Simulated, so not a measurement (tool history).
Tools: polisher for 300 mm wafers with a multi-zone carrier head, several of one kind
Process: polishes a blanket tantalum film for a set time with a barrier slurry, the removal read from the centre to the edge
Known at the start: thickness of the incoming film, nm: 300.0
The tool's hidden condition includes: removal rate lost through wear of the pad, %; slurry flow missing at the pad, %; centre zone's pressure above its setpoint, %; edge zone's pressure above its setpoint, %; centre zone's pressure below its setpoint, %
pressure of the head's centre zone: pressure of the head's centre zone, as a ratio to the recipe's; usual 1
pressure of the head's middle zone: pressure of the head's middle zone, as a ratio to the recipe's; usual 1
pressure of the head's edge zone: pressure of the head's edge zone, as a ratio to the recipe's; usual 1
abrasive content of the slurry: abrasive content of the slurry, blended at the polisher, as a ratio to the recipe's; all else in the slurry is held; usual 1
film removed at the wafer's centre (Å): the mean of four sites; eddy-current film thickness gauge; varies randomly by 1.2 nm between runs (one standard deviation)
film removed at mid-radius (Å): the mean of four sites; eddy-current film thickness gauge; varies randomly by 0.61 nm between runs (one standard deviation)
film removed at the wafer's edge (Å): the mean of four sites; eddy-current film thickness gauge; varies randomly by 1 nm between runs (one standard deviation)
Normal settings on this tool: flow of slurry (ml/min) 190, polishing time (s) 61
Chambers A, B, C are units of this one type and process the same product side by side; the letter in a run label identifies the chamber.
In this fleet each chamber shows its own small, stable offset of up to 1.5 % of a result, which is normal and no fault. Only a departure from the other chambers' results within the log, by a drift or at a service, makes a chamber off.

| run | hour | flow of slurry (ml/min) | pressure of the head's centre zone | pressure of the head's middle zone | pressure of the head's edge zone | abrasive content of the slurry | polishing time (s) | wafers polished on this pad | hours since the slurry nozzle was cleaned | hours since the centre zone pressure was calibrated | hours since the edge zone pressure was calibrated | film removed at the wafer's centre (Å) | film removed at mid-radius (Å) | film removed at the wafer's edge (Å) |
|---|---|---|---|---|---|---|---|---|---|---|---|---|---|---|
| 1B | 11.7 | 190 | 1 | 1 | 1 | 1 | 61 | 576 | 294.5 | 49.5 | 580.6 | 849.76 | 874.1 | 873.41 |
| 2C | 19 | 190 | 1 | 1 | 1 | 1 | 61 | 272 | 500.3 | 62.4 | 534.1 | 890.71 | 867.3 | 855.13 |
| 3A | 27.3 | 190 | 1 | 1 | 1 | 1 | 61 | 798 | 224.8 | 379.8 | 1080.4 | 877.03 | 868.26 | 859.28 |
| 4A | 34.8 | 190 | 1 | 1 | 1 | 1 | 61 | 906 | 232.3 | 387.3 | 1087.9 | 869.92 | 857.12 | 865.47 |
| 5B | 42.7 | 190 | 1 | 1 | 1.06 | 1 | 61 | 1021 | 325.5 | 80.5 | 611.6 | 885.34 | 867.62 | 886.77 |
| 6C | 49.7 | 190 | 1 | 1 | 1.06 | 1 | 61 | 712 | 531 | 93.1 | 564.8 | 862.24 | 870.19 | 888.52 |
|  | 54.9 | chamber A: worn pad replaced by a new one |
| 7C | 55.2 | 190 | 1 | 1 | 1.06 | 1 | 61 | 791 | 536.5 | 98.6 | 570.3 | 854.88 | 873.31 | 889.73 |
| 8B | 63 | 190 | 1 | 1 | 1 | 1 | 61 | 1312 | 345.8 | 100.8 | 631.9 | 874.14 | 873.67 | 860.53 |
|  | 63.8 | chamber B: worn pad replaced by a new one |
| 9A | 74.6 | 190 | 1 | 1 | 1 | 1 | 61 | 283 | 272.1 | 427.1 | 1127.7 | 857.71 | 856.92 | 846.01 |
|  | 76.6 | chamber C: worn pad replaced by a new one |
| 10C | 84.6 | 240 | 1.08 | 1 | 1 | 1 | 61 | 116 | 565.9 | 128 | 599.7 | 973.5 | 897.08 | 902.86 |
| 11B | 90.4 | 240 | 1.08 | 1 | 1 | 1 | 61 | 381 | 373.2 | 128.2 | 659.3 | 1003.3 | 905.83 | 879.87 |
| 12A | 97.6 | 240 | 1.08 | 1 | 1 | 1 | 61 | 613 | 295.1 | 450.1 | 1150.7 | 974.13 | 877.74 | 875.92 |
| 13A | 109 | 190 | 1 | 1 | 1 | 1 | 61 | 776 | 306.5 | 461.5 | 1162.1 | 871.77 | 852.71 | 860.14 |
| 14B | 114.5 | 190 | 1 | 1 | 1 | 1 | 61 | 727 | 397.3 | 152.3 | 683.4 | 871.14 | 885.06 | 857.07 |
| 15C | 125.7 | 190 | 1 | 1 | 1 | 1 | 61 | 705 | 607 | 169.1 | 640.8 | 885.29 | 874.19 | 869.91 |
| 16A | 137.2 | 210 | 0.91 | 1 | 1 | 1 | 61 | 1181 | 334.7 | 489.7 | 1190.3 | 798.98 | 861.96 | 833.63 |
|  | 139.5 | chamber C: worn pad replaced by a new one |
| 17B | 147.7 | 210 | 0.91 | 1 | 1 | 1 | 61 | 1203 | 430.5 | 185.5 | 716.6 | 798.79 | 893.09 | 883.05 |
|  | 149.3 | chamber A: worn pad replaced by a new one |
| 18C | 157 | 210 | 0.91 | 1 | 1 | 1 | 61 | 251 | 638.3 | 200.4 | 672.1 | 787.74 | 875.56 | 887.54 |
|  | 157.5 | chamber B: worn pad replaced by a new one |
| 19B | 167 | 190 | 1 | 1 | 1 | 1 | 61 | 137 | 449.8 | 204.8 | 735.9 | 885.62 | 882.66 | 871.63 |
| 20C | 175.2 | 190 | 1 | 1 | 1 | 1 | 61 | 512 | 656.5 | 218.6 | 690.3 | 876.11 | 874.26 | 853.29 |
| 21A | 186 | 190 | 1 | 1 | 1 | 1 | 61 | 526 | 383.5 | 538.5 | 1239.1 | 823.92 | 820.95 | 845.51 |
|  | 191.2 | chamber B: slurry nozzle cleaned |
| 22C | 193.9 | 190 | 1 | 1 | 1 | 1 | 61 | 780 | 675.2 | 237.3 | 709 | 886.27 | 867.06 | 870.89 |
| 23A | 205.4 | 190 | 1 | 0.92 | 1.1 | 1 | 61 | 804 | 402.9 | 557.9 | 1258.5 | 801.09 | 759.42 | 851.65 |
|  | 214.9 | chamber C: worn pad replaced by a new one |
| 24B | 216.1 | 190 | 1 | 0.92 | 1.1 | 1 | 61 | 841 | 25 | 253.9 | 785 | 883.87 | 811.98 | 923.32 |
| 25A | 224.7 | 190 | 1 | 0.92 | 1.1 | 1 | 61 | 1081 | 422.2 | 577.2 | 1277.8 | 788.63 | 750.95 | 859.38 |
| 26B | 235.1 | 190 | 1 | 1 | 1 | 1 | 61 | 1113 | 44 | 272.9 | 804 | 885.26 | 883.67 | 862.09 |
| 27C | 242.3 | 190 | 1 | 1.07 | 1 | 0.85 | 61 | 393 | 723.6 | 285.7 | 757.4 | 820.52 | 884.31 | 829.42 |

Predict what each chamber gives when all 3 of them run the settings below next.
| 28A | 251 | 190 | 1 | 1 | 1 | 1.25 | 61 |  |  |  |  | ? | ? | ? |
| 28B | 251 | 190 | 1 | 1 | 1 | 1.25 | 61 |  |  |  |  | ? | ? | ? |
| 28C | 251 | 190 | 1 | 1 | 1 | 1.25 | 61 |  |  |  |  | ? | ? | ? |

| run | film removed at the wafer's centre (Å) | film removed at mid-radius (Å) | film removed at the wafer's edge (Å) |
|---|---|---|---|
| 28A | 835.26 | 857.82 | 836.95 |
| 28B | 931.52 | 924.21 | 928.76 |
| 28C | 944.96 | 916.57 | 919.84 |
